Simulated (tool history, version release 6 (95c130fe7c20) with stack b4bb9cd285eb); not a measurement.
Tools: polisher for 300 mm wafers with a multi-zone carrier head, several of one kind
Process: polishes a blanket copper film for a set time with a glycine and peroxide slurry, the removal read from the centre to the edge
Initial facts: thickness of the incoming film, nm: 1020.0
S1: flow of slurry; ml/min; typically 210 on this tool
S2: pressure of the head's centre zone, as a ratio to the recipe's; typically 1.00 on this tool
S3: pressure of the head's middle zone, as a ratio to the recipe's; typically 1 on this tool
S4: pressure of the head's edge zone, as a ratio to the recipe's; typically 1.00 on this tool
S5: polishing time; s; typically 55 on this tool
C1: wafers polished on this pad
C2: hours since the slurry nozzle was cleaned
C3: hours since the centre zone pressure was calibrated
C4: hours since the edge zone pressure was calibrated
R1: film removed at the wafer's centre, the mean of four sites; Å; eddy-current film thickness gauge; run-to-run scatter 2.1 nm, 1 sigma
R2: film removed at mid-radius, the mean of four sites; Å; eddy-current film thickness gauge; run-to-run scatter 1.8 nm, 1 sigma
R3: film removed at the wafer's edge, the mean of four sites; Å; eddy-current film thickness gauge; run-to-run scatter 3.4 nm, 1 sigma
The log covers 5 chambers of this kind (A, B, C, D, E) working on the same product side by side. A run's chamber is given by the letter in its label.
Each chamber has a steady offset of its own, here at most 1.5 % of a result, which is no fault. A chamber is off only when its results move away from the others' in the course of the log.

-- hour=6.4 chamber A: worn pad replaced by a new one
-- hour=8.2 chamber E: edge zone pressure recalibrated
run 1D hour=12.5 | S1=210 S2=1.00 S3=1 S4=1.00 S5=55 | C1=317 C2=281.0 C3=183.2 C4=297.2 | R1=2972.5 R2=3010.8 R3=3026.8
-- hour=19.1 chamber D: edge zone pressure recalibrated
run 2C hour=21.7 | S1=210 S2=1.00 S3=1 S4=1.00 S5=55 | C1=267 C2=467.7 C3=39.6 C4=515.3 | R1=2950.8 R2=2968.3 R3=2935.5
run 3E hour=30.4 | S1=210 S2=1.00 S3=1 S4=1.00 S5=55 | C1=599 C2=561.8 C3=42.3 C4=22.2 | R1=2956.9 R2=2976.5 R3=2944.0
-- hour=33.6 chamber E: worn pad replaced by a new one
run 4A hour=37.4 | S1=210 S2=1.00 S3=1 S4=1.00 S5=55 | C1=290 C2=319.4 C3=732.2 C4=624.1 | R1=2960.9 R2=2947.7 R3=2980.8
-- hour=46.8 chamber B: worn pad replaced by a new one
run 5B hour=46.8 | S1=210 S2=1.00 S3=1 S4=1.00 S5=55 | C1=0 C2=64.1 C3=195.4 C4=87.8 | R1=2965.7 R2=3011.4 R3=2955.8
-- hour=49.0 chamber C: edge zone pressure recalibrated
run 6B hour=57.0 | S1=210 S2=1.00 S3=1 S4=1.00 S5=55 | C1=96 C2=74.3 C3=205.6 C4=98.0 | R1=2997.9 R2=2989.6 R3=2971.3
-- hour=58.7 chamber D: slurry nozzle cleaned
run 7E hour=64.6 | S1=210 S2=1.00 S3=1 S4=1.00 S5=55 | C1=290 C2=596.0 C3=76.5 C4=56.4 | R1=2963.4 R2=2952.9 R3=3001.7
-- hour=69.1 chamber C: worn pad replaced by a new one
run 8A hour=73.9 | S1=210 S2=1.00 S3=1 S4=1.07 S5=55 | C1=632 C2=355.9 C3=768.7 C4=660.6 | R1=2968.9 R2=2993.0 R3=3089.0
-- hour=76.9 chamber A: worn pad replaced by a new one
run 9D hour=88.1 | S1=210 S2=1.00 S3=1 S4=1.07 S5=55 | C1=1025 C2=29.5 C3=258.8 C4=69.0 | R1=2935.4 R2=2986.1 R3=3091.1
run 10C hour=97.6 | S1=210 S2=1.00 S3=1 S4=1.07 S5=55 | C1=267 C2=543.6 C3=115.5 C4=48.7 | R1=3002.6 R2=2925.5 R3=3036.3
-- hour=100.0 chamber A: slurry nozzle cleaned
-- hour=104.5 chamber D: worn pad replaced by a new one
run 11D hour=109.4 | S1=210 S2=1.00 S3=1 S4=1.07 S5=55 | C1=46 C2=50.8 C3=280.1 C4=90.3 | R1=2958.0 R2=2991.5 R3=3101.8
-- hour=111.0 chamber E: worn pad replaced by a new one
run 12E hour=119.5 | S1=210 S2=1.00 S3=1 S4=1.07 S5=55 | C1=79 C2=650.9 C3=131.4 C4=111.3 | R1=2938.5 R2=3001.2 R3=3121.8
-- hour=122.7 chamber A: centre zone pressure recalibrated
run 13B hour=130.3 | S1=210 S2=1.00 S3=1 S4=1.00 S5=55 | C1=782 C2=147.6 C3=278.9 C4=171.3 | R1=2935.4 R2=3010.8 R3=2924.5
-- hour=135.1 chamber A: worn pad replaced by a new one
-- hour=138.4 chamber B: worn pad replaced by a new one
-- hour=138.9 chamber C: slurry nozzle cleaned
run 14C hour=143.5 | S1=210 S2=1.00 S3=1 S4=1.00 S5=38 | C1=697 C2=4.7 C3=161.4 C4=94.6 | R1=2060.0 R2=2028.6 R3=2052.2
run 15A hour=154.6 | S1=210 S2=1.00 S3=1 S4=1.00 S5=38 | C1=183 C2=54.7 C3=31.9 C4=741.3 | R1=2035.5 R2=2061.3 R3=2013.7
-- hour=156.5 chamber C: worn pad replaced by a new one
run 16B hour=161.4 | S1=210 S2=1.00 S3=1 S4=1.00 S5=38 | C1=215 C2=178.7 C3=310.0 C4=202.4 | R1=2084.5 R2=2065.5 R3=2021.2
run 17E hour=175.7 | S1=210 S2=1.00 S3=1 S4=1.00 S5=38 | C1=605 C2=707.1 C3=187.6 C4=167.5 | R1=2064.2 R2=2085.5 R3=2032.5
-- hour=178.3 chamber E: worn pad replaced by a new one
run 18A hour=182.7 | S1=210 S2=1.00 S3=1 S4=1.00 S5=38 | C1=446 C2=82.8 C3=60.0 C4=769.4 | R1=2063.2 R2=2051.2 R3=2046.6
run 19D hour=193.0 | S1=210 S2=1.00 S3=1 S4=1.00 S5=55 | C1=829 C2=134.4 C3=363.7 C4=173.9 | R1=2979.8 R2=2994.6 R3=2939.8
-- hour=199.3 chamber A: worn pad replaced by a new one
run 20C hour=200.1 | S1=210 S2=1.10 S3=1 S4=1.11 S5=55 | C1=408 C2=61.3 C3=218.0 C4=151.2 | R1=3292.3 R2=2973.7 R3=3089.9
run 21A hour=207.1 | S1=210 S2=1.10 S3=1 S4=1.11 S5=55 | C1=73 C2=107.2 C3=84.4 C4=793.8 | R1=3321.2 R2=2940.3 R3=3087.2
run 22D hour=217.8 | S1=210 S2=1.10 S3=1 S4=1.11 S5=55 | C1=1061 C2=159.2 C3=388.5 C4=198.7 | R1=3284.9 R2=3000.6 R3=3095.8
-- hour=222.5 chamber B: slurry nozzle cleaned
run 23E hour=231.8 | S1=210 S2=1.10 S3=1 S4=1.11 S5=55 | C1=501 C2=763.2 C3=243.7 C4=223.6 | R1=3298.7 R2=2979.4 R3=3116.7
-- hour=240.1 chamber B: worn pad replaced by a new one
-- hour=244.4 chamber E: worn pad replaced by a new one
run 24C hour=244.9 | S1=210 S2=1.10 S3=1 S4=1.11 S5=55 | C1=828 C2=106.1 C3=262.8 C4=196.0 | R1=3338.5 R2=2954.4 R3=3135.8
-- hour=245.7 chamber D: worn pad replaced by a new one
-- hour=255.2 chamber C: worn pad replaced by a new one
run 25B hour=259.1 | S1=210 S2=0.89 S3=1 S4=1.00 S5=70 | C1=178 C2=36.7 C3=407.7 C4=300.1 | R1=3322.2 R2=3833.0 R3=3739.7
-- hour=265.4 chamber A: worn pad replaced by a new one
run 26E hour=269.5 | S1=210 S2=0.89 S3=1 S4=1.00 S5=70 | C1=235 C2=800.9 C3=281.4 C4=261.3 | R1=3336.2 R2=3866.0 R3=3804.0
-- hour=274.1 chamber A: edge zone pressure recalibrated
run 27C hour=284.0 | S1=210 S2=0.89 S3=1 S4=1.00 S5=70 | C1=270 C2=145.2 C3=301.9 C4=235.1 | R1=3351.4 R2=3778.7 R3=3765.4
run 28B hour=294.9 | S1=210 S2=0.89 S3=1 S4=1.00 S5=70 | C1=514 C2=72.5 C3=443.5 C4=335.9 | R1=3306.1 R2=3798.9 R3=3723.0
run 29A hour=309.6 | S1=210 S2=0.89 S3=1 S4=1.00 S5=70 | C1=414 C2=209.7 C3=186.9 C4=35.5 | R1=3280.8 R2=3753.9 R3=3771.8
-- hour=311.6 chamber D: edge zone pressure recalibrated
run 30D hour=322.7 | S1=210 S2=1.00 S3=1 S4=1.00 S5=55 | C1=721 C2=264.1 C3=493.4 C4=11.1 | R1=2976.4 R2=3006.8 R3=2968.9

Read the log: is a single chamber off, either drifting away or since a service, is the gauge that measures every chamber drifting, or is nothing wrong beyond small per-chamber offsets? Name any odd chamber and what most likely caused it.

No chamber stands off beyond its own small offset, and the gauge holds steady.
